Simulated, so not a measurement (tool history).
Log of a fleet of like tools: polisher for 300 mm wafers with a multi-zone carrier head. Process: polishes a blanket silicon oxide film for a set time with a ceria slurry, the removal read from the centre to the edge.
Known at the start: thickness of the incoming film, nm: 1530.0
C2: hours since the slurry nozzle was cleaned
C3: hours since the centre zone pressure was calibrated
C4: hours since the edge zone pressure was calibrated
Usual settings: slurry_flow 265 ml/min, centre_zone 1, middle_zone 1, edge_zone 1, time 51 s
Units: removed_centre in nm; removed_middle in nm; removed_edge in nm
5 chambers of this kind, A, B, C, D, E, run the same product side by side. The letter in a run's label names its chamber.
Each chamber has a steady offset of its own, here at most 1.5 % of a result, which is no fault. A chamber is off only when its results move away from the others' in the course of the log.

Run 1E, hour 8.5: usual settings; wafers polished on this pad 1081; C2 171.6; C3 293.3; C4 577.4. Result: removed_centre 207.8 nm, removed_middle 206.27 nm, removed_edge 207.67 nm.
At hour 19.4: chamber E: worn pad replaced by a new one.
At hour 21.1: chamber C: worn pad replaced by a new one.
Run 2B, hour 21.1: usual settings; wafers polished on this pad 634; C2 294.2; C3 184.8; C4 239.8. Result: removed_centre 206.06 nm, removed_middle 207.53 nm, removed_edge 202.65 nm.
Run 3A, hour 31: usual settings; wafers polished on this pad 471; C2 205.3; C3 390; C4 802.7. Result: removed_centre 201.25 nm, removed_middle 206.11 nm, removed_edge 205.03 nm.
Run 4C, hour 42.8: usual settings; wafers polished on this pad 274; C2 245.1; C3 502.2; C4 184.8. Result: removed_centre 206.53 nm, removed_middle 204.02 nm, removed_edge 205.71 nm.
At hour 49.8: chamber A: centre zone pressure recalibrated.
Run 5D, hour 53.2: usual settings; wafers polished on this pad 736; C2 351.5; C3 770.8; C4 341. Result: removed_centre 204.48 nm, removed_middle 203.32 nm, removed_edge 207.28 nm.
At hour 59.2: chamber A: worn pad replaced by a new one.
Run 6B, hour 59.6: usual settings; wafers polished on this pad 1120; C2 332.7; C3 223.3; C4 278.3. Result: removed_centre 203.26 nm, removed_middle 204.71 nm, removed_edge 203.57 nm.
Run 7C, hour 67.5: usual settings; wafers polished on this pad 586; C2 269.8; C3 526.9; C4 209.5. Result: removed_centre 209.69 nm, removed_middle 205.27 nm, removed_edge 205.87 nm.
Run 8A, hour 75: usual settings; wafers polished on this pad 199; C2 249.3; C3 25.2; C4 846.7. Result: removed_centre 203.58 nm, removed_middle 203.13 nm, removed_edge 203.07 nm.
At hour 75.8: chamber E: centre zone pressure recalibrated.
At hour 76.6: chamber A: edge zone pressure recalibrated.
At hour 78.7: chamber D: worn pad replaced by a new one.
Run 9E, hour 84.6: usual settings; wafers polished on this pad 823; C2 247.7; C3 8.8; C4 653.5. Result: removed_centre 206.72 nm, removed_middle 204.68 nm, removed_edge 207.68 nm.
At hour 89: chamber B: worn pad replaced by a new one.
At hour 91.9: chamber D: slurry nozzle cleaned.
Run 10D, hour 94.4: usual settings but time 41 s; wafers polished on this pad 198; C2 2.5; C3 812; C4 382.2. Result: removed_centre 166.1 nm, removed_middle 167.57 nm, removed_edge 164.66 nm.
At hour 98.4: chamber C: worn pad replaced by a new one.
Run 11B, hour 106.3: usual settings but time 41 s; wafers polished on this pad 218; C2 379.4; C3 270; C4 325. Result: removed_centre 163.35 nm, removed_middle 165.97 nm, removed_edge 164.94 nm.
At hour 112.4: chamber E: worn pad replaced by a new one.
Run 12C, hour 116.5: usual settings but time 41 s; wafers polished on this pad 228; C2 318.8; C3 575.9; C4 258.5. Result: removed_centre 164.52 nm, removed_middle 162.49 nm, removed_edge 166.37 nm.
Run 13E, hour 123.2: usual settings but time 41 s; wafers polished on this pad 136; C2 286.3; C3 47.4; C4 692.1. Result: removed_centre 162.7 nm, removed_middle 165.4 nm, removed_edge 167.69 nm.
Run 14A, hour 130.4: usual settings but time 41 s; wafers polished on this pad 898; C2 304.7; C3 80.6; C4 53.9. Result: removed_centre 164.31 nm, removed_middle 163.75 nm, removed_edge 162.78 nm.
At hour 136.6: chamber A: worn pad replaced by a new one.
Run 15D, hour 139.6: usual settings; wafers polished on this pad 768; C2 47.7; C3 857.2; C4 427.4. Result: removed_centre 206.21 nm, removed_middle 203.81 nm, removed_edge 203.64 nm.
Run 16B, hour 148.7: usual settings; wafers polished on this pad 753; C2 421.8; C3 312.4; C4 367.4. Result: removed_centre 200.12 nm, removed_middle 204.34 nm, removed_edge 207.53 nm.
At hour 150.6: chamber D: worn pad replaced by a new one.
Run 17E, hour 158.3: usual settings; wafers polished on this pad 579; C2 321.4; C3 82.5; C4 727.2. Result: removed_centre 207.24 nm, removed_middle 206.42 nm, removed_edge 211.81 nm.
Run 18D, hour 164: usual settings; wafers polished on this pad 169; C2 72.1; C3 881.6; C4 451.8. Result: removed_centre 206.4 nm, removed_middle 203.66 nm, removed_edge 204.66 nm.
At hour 169.1: chamber B: slurry nozzle cleaned.
At hour 171: chamber E: slurry nozzle cleaned.
Run 19C, hour 172.2: usual settings; wafers polished on this pad 931; C2 374.5; C3 631.6; C4 314.2. Result: removed_centre 202.58 nm, removed_middle 206.33 nm, removed_edge 206.89 nm.
At hour 181: chamber C: worn pad replaced by a new one.
Run 20A, hour 182.2: usual settings; wafers polished on this pad 576; C2 356.5; C3 132.4; C4 105.7. Result: removed_centre 202.13 nm, removed_middle 202.11 nm, removed_edge 201.81 nm.
At hour 183.6: chamber B: worn pad replaced by a new one.
Run 21D, hour 190.7: usual settings but edge_zone 1.05; wafers polished on this pad 506; C2 98.8; C3 908.3; C4 478.5. Result: removed_centre 206.06 nm, removed_middle 207.4 nm, removed_edge 207.17 nm.
Run 22E, hour 203.4: usual settings but edge_zone 1.05; wafers polished on this pad 1148; C2 32.4; C3 127.6; C4 772.3. Result: removed_centre 205.21 nm, removed_middle 204.38 nm, removed_edge 211.47 nm.
At hour 213.2: chamber A: slurry nozzle cleaned.
At hour 213.4: chamber A: worn pad replaced by a new one.
Run 23B, hour 214.9: usual settings but edge_zone 1.05; wafers polished on this pad 395; C2 45.9; C3 378.6; C4 433.6. Result: removed_centre 198.17 nm, removed_middle 206.72 nm, removed_edge 212.97 nm.
Run 24C, hour 223.8: usual settings but edge_zone 1.05; wafers polished on this pad 540; C2 426.1; C3 683.2; C4 365.8. Result: removed_centre 207.78 nm, removed_middle 205.8 nm, removed_edge 212.67 nm.
At hour 226.2: chamber D: worn pad replaced by a new one.
At hour 228.9: chamber E: worn pad replaced by a new one.
Run 25A, hour 230.3: usual settings but edge_zone 1.05; wafers polished on this pad 214; C2 17.2; C3 180.5; C4 153.8. Result: removed_centre 204.95 nm, removed_middle 203.13 nm, removed_edge 206.58 nm.
Run 26E, hour 239.4: usual settings; wafers polished on this pad 133; C2 68.4; C3 163.6; C4 808.3. Result: removed_centre 204.41 nm, removed_middle 204.24 nm, removed_edge 205.99 nm.
Run 27A, hour 248.2: usual settings but centre_zone 1.12, time 44 s; wafers polished on this pad 439; C2 35.1; C3 198.4; C4 171.7. Result: removed_centre 198.95 nm, removed_middle 176.44 nm, removed_edge 173.44 nm.
Run 28C, hour 261.2: usual settings but centre_zone 1.12, time 44 s; wafers polished on this pad 1012; C2 463.5; C3 720.6; C4 403.2. Result: removed_centre 200.44 nm, removed_middle 176.37 nm, removed_edge 181.29 nm.
At hour 262.9: chamber C: centre zone pressure recalibrated.
Run 29D, hour 272.3: usual settings but centre_zone 1.12, time 44 s; wafers polished on this pad 582; C2 180.4; C3 989.9; C4 560.1. Result: removed_centre 199.54 nm, removed_middle 176.46 nm, removed_edge 177.87 nm.
At hour 278.5: chamber C: worn pad replaced by a new one.
At hour 282.5: chamber B: worn pad replaced by a new one.
Run 30B, hour 284.5: usual settings but centre_zone 1.12, time 44 s; wafers polished on this pad 25; C2 115.5; C3 448.2; C4 503.2. Result: removed_centre 187.22 nm, removed_middle 177.56 nm, removed_edge 176.59 nm.
At hour 286.4: chamber A: worn pad replaced by a new one.
Run 31A, hour 295.9: usual settings but centre_zone 1.12, time 44 s; wafers polished on this pad 120; C2 82.8; C3 246.1; C4 219.4. Result: removed_centre 196.6 nm, removed_middle 175.59 nm, removed_edge 173.84 nm.
At hour 303.2: chamber D: centre zone pressure recalibrated.
At hour 304.1: chamber D: worn pad replaced by a new one.
Run 32C, hour 307.6: usual settings; wafers polished on this pad 367; C2 509.9; C3 44.8; C4 449.6. Result: removed_centre 205 nm, removed_middle 205.24 nm, removed_edge 206.22 nm.
Run 33B, hour 318.2: usual settings; wafers polished on this pad 450; C2 149.2; C3 481.9; C4 536.9. Result: removed_centre 191.14 nm, removed_middle 208.88 nm, removed_edge 206.28 nm.
At hour 327.7: chamber E: worn pad replaced by a new one.
Run 34D, hour 328.8: usual settings; wafers polished on this pad 312; C2 236.9; C3 25.7; C4 616.6. Result: removed_centre 206.56 nm, removed_middle 205.21 nm, removed_edge 204.25 nm.
Run 35E, hour 341: usual settings; wafers polished on this pad 167; C2 170; C3 265.2; C4 909.9. Result: removed_centre 206.35 nm, removed_middle 206.38 nm, removed_edge 206.61 nm.
Run 36B, hour 348.1: usual settings; wafers polished on this pad 827; C2 179.1; C3 511.8; C4 566.8. Result: removed_centre 189.74 nm, removed_middle 205.43 nm, removed_edge 207.01 nm.
Run 37D, hour 355: usual settings; wafers polished on this pad 642; C2 263.1; C3 51.9; C4 642.8. Result: removed_centre 209.75 nm, removed_middle 205.22 nm, removed_edge 202.35 nm.
Run 38E, hour 363.7: usual settings; wafers polished on this pad 454; C2 192.7; C3 287.9; C4 932.6. Result: removed_centre 203.83 nm, removed_middle 207.96 nm, removed_edge 204.04 nm.
At hour 369.4: chamber C: worn pad replaced by a new one.
Run 39C, hour 376.4: usual settings; wafers polished on this pad 88; C2 578.7; C3 113.6; C4 518.4. Result: removed_centre 205.93 nm, removed_middle 203.41 nm, removed_edge 205.65 nm.

Is one chamber off against the others, does the gauge drift, or is nothing wrong? If a chamber is off, say which, and what the likeliest cause is.

Chamber B drifts away from the others.
Cause: centre zone's pressure below its setpoint, % = 8.79.

Here are 4 candidates for chamber B's next run, each the usual settings with a change, their results left as question marks. Which one brings its results back in line with what the others give on the usual settings?
In line means no further than this from the other chambers' mean on the usual settings: removed_centre 5.6 nm; removed_middle 4.9 nm; removed_edge 5.7 nm
Run 40B-1, hour 385.7: usual settings but slurry_flow 270 ml/min, centre_zone 1.08, middle_zone 0.98, edge_zone 0.98, time 52 s. Result: removed_centre ?, removed_middle ?, removed_edge ?.
Run 40B-2, hour 385.7: usual settings but slurry_flow 260 ml/min, centre_zone 0.93, middle_zone 1.02, edge_zone 1.02, time 50 s. Result: removed_centre ?, removed_middle ?, removed_edge ?.
Run 40B-3, hour 385.7: usual settings but centre_zone 1.03, middle_zone 0.99, edge_zone 0.99. Result: removed_centre ?, removed_middle ?, removed_edge ?.
Run 40B-4, hour 385.7: usual settings but centre_zone 0.97, middle_zone 1.01, edge_zone 1.01. Result: removed_centre ?, removed_middle ?, removed_edge ?.

The other chambers' mean on the usual settings: removed_centre 205.42 nm; removed_middle 205.12 nm; removed_edge 205.09 nm
  run  removed_centre  removed_middle  removed_edge
40B-1          207.13          206.53        207.73
40B-2          168.15          205.41        203.19
40B-3          192.43          204.11        204.47
40B-4          180.13          208.01        206.55
40B-1 brings the chamber back in line.
